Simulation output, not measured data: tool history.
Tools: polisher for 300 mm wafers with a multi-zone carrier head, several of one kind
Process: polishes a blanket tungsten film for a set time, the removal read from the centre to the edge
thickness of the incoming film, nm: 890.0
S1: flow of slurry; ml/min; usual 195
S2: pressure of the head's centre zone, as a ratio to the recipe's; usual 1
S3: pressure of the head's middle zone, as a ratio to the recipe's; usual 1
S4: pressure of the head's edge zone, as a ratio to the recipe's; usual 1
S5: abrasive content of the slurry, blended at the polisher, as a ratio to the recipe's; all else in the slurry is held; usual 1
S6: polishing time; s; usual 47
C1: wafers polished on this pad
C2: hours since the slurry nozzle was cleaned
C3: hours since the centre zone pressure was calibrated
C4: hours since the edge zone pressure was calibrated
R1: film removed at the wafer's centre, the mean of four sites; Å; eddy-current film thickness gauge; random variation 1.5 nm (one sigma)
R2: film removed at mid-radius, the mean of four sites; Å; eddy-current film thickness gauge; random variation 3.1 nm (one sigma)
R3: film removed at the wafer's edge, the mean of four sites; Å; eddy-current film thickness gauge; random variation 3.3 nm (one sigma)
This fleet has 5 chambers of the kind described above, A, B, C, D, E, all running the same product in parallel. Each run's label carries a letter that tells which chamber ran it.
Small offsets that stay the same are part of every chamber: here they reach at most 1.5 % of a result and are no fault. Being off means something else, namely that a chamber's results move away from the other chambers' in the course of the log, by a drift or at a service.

Run 1C, hour 8.6: usual settings; C1 158; C2 321.7; C3 407.4; C4 1264.1. Result: R1 2416.8 Å, R2 2432 Å, R3 2438.1 Å.
At hour 12.5: chamber E: slurry nozzle cleaned.
At hour 12.8: chamber A: worn pad replaced by a new one.
Run 2A, hour 18.8: usual settings; C1 86; C2 217.6; C3 762.8; C4 418.5. Result: R1 2431 Å, R2 2433.5 Å, R3 2478 Å.
At hour 24.3: chamber E: worn pad replaced by a new one.
Run 3B, hour 29.5: usual settings; C1 876; C2 53; C3 63.6; C4 457.5. Result: R1 2418.2 Å, R2 2394.5 Å, R3 2375.4 Å.
At hour 29.7: chamber B: worn pad replaced by a new one.
Run 4E, hour 37: usual settings; C1 181; C2 24.5; C3 813.5; C4 178.9. Result: R1 2429.9 Å, R2 2401.5 Å, R3 2386.9 Å.
Run 5D, hour 43.3: usual settings; C1 696; C2 257.8; C3 89.1; C4 995.4. Result: R1 2413.4 Å, R2 2363.7 Å, R3 2427.4 Å.
Run 6C, hour 53.1: usual settings but S2 0.96, S5 0.85; C1 792; C2 366.2; C3 451.9; C4 1308.6. Result: R1 2232.2 Å, R2 2323.4 Å, R3 2342.7 Å.
At hour 58.6: chamber D: worn pad replaced by a new one.
Run 7B, hour 62: usual settings but S2 0.96, S5 0.85; C1 460; C2 85.5; C3 96.1; C4 490. Result: R1 2222.7 Å, R2 2299 Å, R3 2305.1 Å.
At hour 67.9: chamber A: worn pad replaced by a new one.
Run 8A, hour 69: usual settings but S2 0.96, S5 0.85; C1 16; C2 267.8; C3 813; C4 468.7. Result: R1 2230 Å, R2 2315.9 Å, R3 2296.4 Å.
At hour 72.4: chamber C: slurry nozzle cleaned.
Run 9E, hour 75.2: usual settings but S2 0.96, S5 0.85; C1 725; C2 62.7; C3 851.7; C4 217.1. Result: R1 2198.7 Å, R2 2372.1 Å, R3 2316 Å.
At hour 82.1: chamber E: worn pad replaced by a new one.
Run 10D, hour 82.1: usual settings but S2 0.96, S5 0.85; C1 335; C2 296.6; C3 127.9; C4 1034.2. Result: R1 2229.1 Å, R2 2312.3 Å, R3 2380.6 Å.
At hour 86.7: chamber B: worn pad replaced by a new one.
Run 11E, hour 91: usual settings; C1 128; C2 78.5; C3 867.5; C4 232.9. Result: R1 2407.6 Å, R2 2457.9 Å, R3 2423.7 Å.
Run 12A, hour 101.5: usual settings; C1 479; C2 300.3; C3 845.5; C4 501.2. Result: R1 2420.6 Å, R2 2427.4 Å, R3 2388.8 Å.
Run 13D, hour 109.6: usual settings; C1 726; C2 324.1; C3 155.4; C4 1061.7. Result: R1 2405.2 Å, R2 2390.3 Å, R3 2428.9 Å.
At hour 113.8: chamber C: worn pad replaced by a new one.
Run 14C, hour 115.6: usual settings; C1 26; C2 43.2; C3 514.4; C4 1371.1. Result: R1 2391.8 Å, R2 2401.8 Å, R3 2440.4 Å.
At hour 116.8: chamber A: centre zone pressure recalibrated.
At hour 119.5: chamber E: centre zone pressure recalibrated.
Run 15B, hour 121.1: usual settings; C1 491; C2 144.6; C3 155.2; C4 549.1. Result: R1 2420.8 Å, R2 2393.9 Å, R3 2453.1 Å.
At hour 125.3: chamber D: worn pad replaced by a new one.
At hour 130.1: chamber D: edge zone pressure recalibrated.
Run 16D, hour 131: usual settings; C1 81; C2 345.5; C3 176.8; C4 1. Result: R1 2404.9 Å, R2 2378.2 Å, R3 2387.7 Å.
At hour 134.6: chamber A: worn pad replaced by a new one.
At hour 136.6: chamber C: edge zone pressure recalibrated.
At hour 140.5: chamber E: worn pad replaced by a new one.
Run 17B, hour 141.4: usual settings; C1 780; C2 164.9; C3 175.5; C4 569.4. Result: R1 2434.5 Å, R2 2419.6 Å, R3 2420.6 Å.
Run 18E, hour 146.7: usual settings; C1 89; C2 134.2; C3 27.2; C4 288.6. Result: R1 2409 Å, R2 2398.7 Å, R3 2368.1 Å.
At hour 146.8: chamber B: worn pad replaced by a new one.
Run 19A, hour 153: usual settings; C1 262; C2 351.8; C3 36.2; C4 552.7. Result: R1 2220.4 Å, R2 2403.8 Å, R3 2390 Å.
Run 20C, hour 161.3: usual settings; C1 676; C2 88.9; C3 560.1; C4 24.7. Result: R1 2410.1 Å, R2 2417.2 Å, R3 2455.2 Å.
Run 21D, hour 171.9: usual settings; C1 664; C2 386.4; C3 217.7; C4 41.9. Result: R1 2387.3 Å, R2 2359.2 Å, R3 2450 Å.
Run 22E, hour 179.6: usual settings; C1 558; C2 167.1; C3 60.1; C4 321.5. Result: R1 2397.6 Å, R2 2429.2 Å, R3 2391.1 Å.
At hour 185.4: chamber D: worn pad replaced by a new one.
Run 23A, hour 189: usual settings; C1 775; C2 387.8; C3 72.2; C4 588.7. Result: R1 2210.9 Å, R2 2426.2 Å, R3 2459 Å.
At hour 192.6: chamber A: worn pad replaced by a new one.
Run 24C, hour 196.7: usual settings but S1 230 ml/min, S6 40 s; C1 1181; C2 124.3; C3 595.5; C4 60.1. Result: R1 2124.7 Å, R2 2142.3 Å, R3 2109.1 Å.
Run 25B, hour 206.5: usual settings but S1 230 ml/min, S6 40 s; C1 851; C2 230; C3 240.6; C4 634.5. Result: R1 2130.1 Å, R2 2088.1 Å, R3 2103.8 Å.
At hour 206.6: chamber E: worn pad replaced by a new one.
At hour 211.4: chamber B: worn pad replaced by a new one.
Run 26D, hour 215.3: usual settings but S1 230 ml/min, S6 40 s; C1 427; C2 429.8; C3 261.1; C4 85.3. Result: R1 2101.3 Å, R2 2083.5 Å, R3 2084.8 Å.
At hour 220.4: chamber C: worn pad replaced by a new one.
Run 27B, hour 222.7: usual settings but S1 230 ml/min, S6 40 s; C1 162; C2 246.2; C3 256.8; C4 650.7. Result: R1 2107.1 Å, R2 2057.4 Å, R3 2046.4 Å.
Run 28C, hour 230.6: usual settings but S1 230 ml/min, S6 40 s; C1 146; C2 158.2; C3 629.4; C4 94. Result: R1 2092.9 Å, R2 2124.5 Å, R3 2114.9 Å.
Run 29E, hour 239.6: usual settings but S4 1.08, S5 1.15; C1 470; C2 227.1; C3 120.1; C4 381.5. Result: R1 2480.9 Å, R2 2539.3 Å, R3 2543.9 Å.
Run 30A, hour 245.8: usual settings but S4 1.08, S5 1.15; C1 758; C2 444.6; C3 129; C4 645.5. Result: R1 2298.2 Å, R2 2506 Å, R3 2610.6 Å.
At hour 247.4: chamber D: worn pad replaced by a new one.
At hour 251.8: chamber A: worn pad replaced by a new one.
Run 31A, hour 252.5: usual settings but S4 1.08, S5 1.15; C1 10; C2 451.3; C3 135.7; C4 652.2. Result: R1 2299.1 Å, R2 2502.1 Å, R3 2673.2 Å.
Run 32E, hour 257.2: usual settings but S4 1.08, S5 1.15; C1 721; C2 244.7; C3 137.7; C4 399.1. Result: R1 2497.3 Å, R2 2542.9 Å, R3 2606.1 Å.
At hour 261.5: chamber E: worn pad replaced by a new one.
Run 33C, hour 267.9: usual settings but S4 1.08, S5 1.15; C1 677; C2 195.5; C3 666.7; C4 131.3. Result: R1 2513.2 Å, R2 2514.3 Å, R3 2633.1 Å.
Run 34D, hour 278.4: usual settings but S3 1.04, S5 0.85; C1 442; C2 492.9; C3 324.2; C4 148.4. Result: R1 2318.3 Å, R2 2379.1 Å, R3 2339.7 Å.
At hour 279.2: chamber B: worn pad replaced by a new one.
Run 35B, hour 286: usual settings but S3 1.04, S5 0.85; C1 97; C2 309.5; C3 320.1; C4 714. Result: R1 2340.6 Å, R2 2466.1 Å, R3 2302.2 Å.
Run 36D, hour 296.1: usual settings but S3 1.04, S5 0.85; C1 694; C2 510.6; C3 341.9; C4 166.1. Result: R1 2316.4 Å, R2 2434.6 Å, R3 2362.6 Å.
Run 37C, hour 302.7: usual settings but S3 1.04, S5 0.85; C1 1173; C2 230.3; C3 701.5; C4 166.1. Result: R1 2318.9 Å, R2 2367.4 Å, R3 2363.7 Å.
Run 38E, hour 310.2: usual settings but S3 1.04, S5 0.85; C1 694; C2 297.7; C3 190.7; C4 452.1. Result: R1 2294.6 Å, R2 2414.4 Å, R3 2297.6 Å.

Read the log: is a single chamber off, either drifting away or since a service, is the gauge that measures every chamber drifting, or is nothing wrong beyond small per-chamber offsets? Name any odd chamber and what most likely caused it.

Chamber A came out of a service off from its peers and stayed that way.
Most likely cause: centre zone's pressure below its setpoint, % = 7.31.

Below are 4 candidate recipes for chamber A's next run, each the usual settings with a change, their results shown as question marks. Which of them brings A's results back in line with what the other chambers give on the usual settings?
Counts as in line when no further than this from what the other chambers average on the usual settings: R1 52 Å; R2 110 Å; R3 110 Å
Run 39A-1, hour 317.9: usual settings but S1 205 ml/min, S2 1.12, S3 0.98, S4 0.96, S6 48 s. Result: R1 ?, R2 ?, R3 ?.
Run 39A-2, hour 317.9: usual settings but S1 185 ml/min, S2 0.88, S3 1.02, S4 1.04. Result: R1 ?, R2 ?, R3 ?.
Run 39A-3, hour 317.9: usual settings but S1 190 ml/min, S2 0.94, S3 1.01, S4 1.02. Result: R1 ?, R2 ?, R3 ?.
Run 39A-4, hour 317.9: usual settings but S1 200 ml/min, S2 1.07, S3 0.99, S4 0.97. Result: R1 ?, R2 ?, R3 ?.

What the other chambers average on the usual settings: R1 2408.3 Å; R2 2418.1 Å; R3 2421.3 Å
  run      R1      R2      R3
39A-1  2594.7  2457.1    2457
39A-2    1906  2460.5  2479.9
39A-3  2063.4  2447.8  2462.1
39A-4  2405.8  2420.4  2412.1
39A-4 brings the chamber back in line.

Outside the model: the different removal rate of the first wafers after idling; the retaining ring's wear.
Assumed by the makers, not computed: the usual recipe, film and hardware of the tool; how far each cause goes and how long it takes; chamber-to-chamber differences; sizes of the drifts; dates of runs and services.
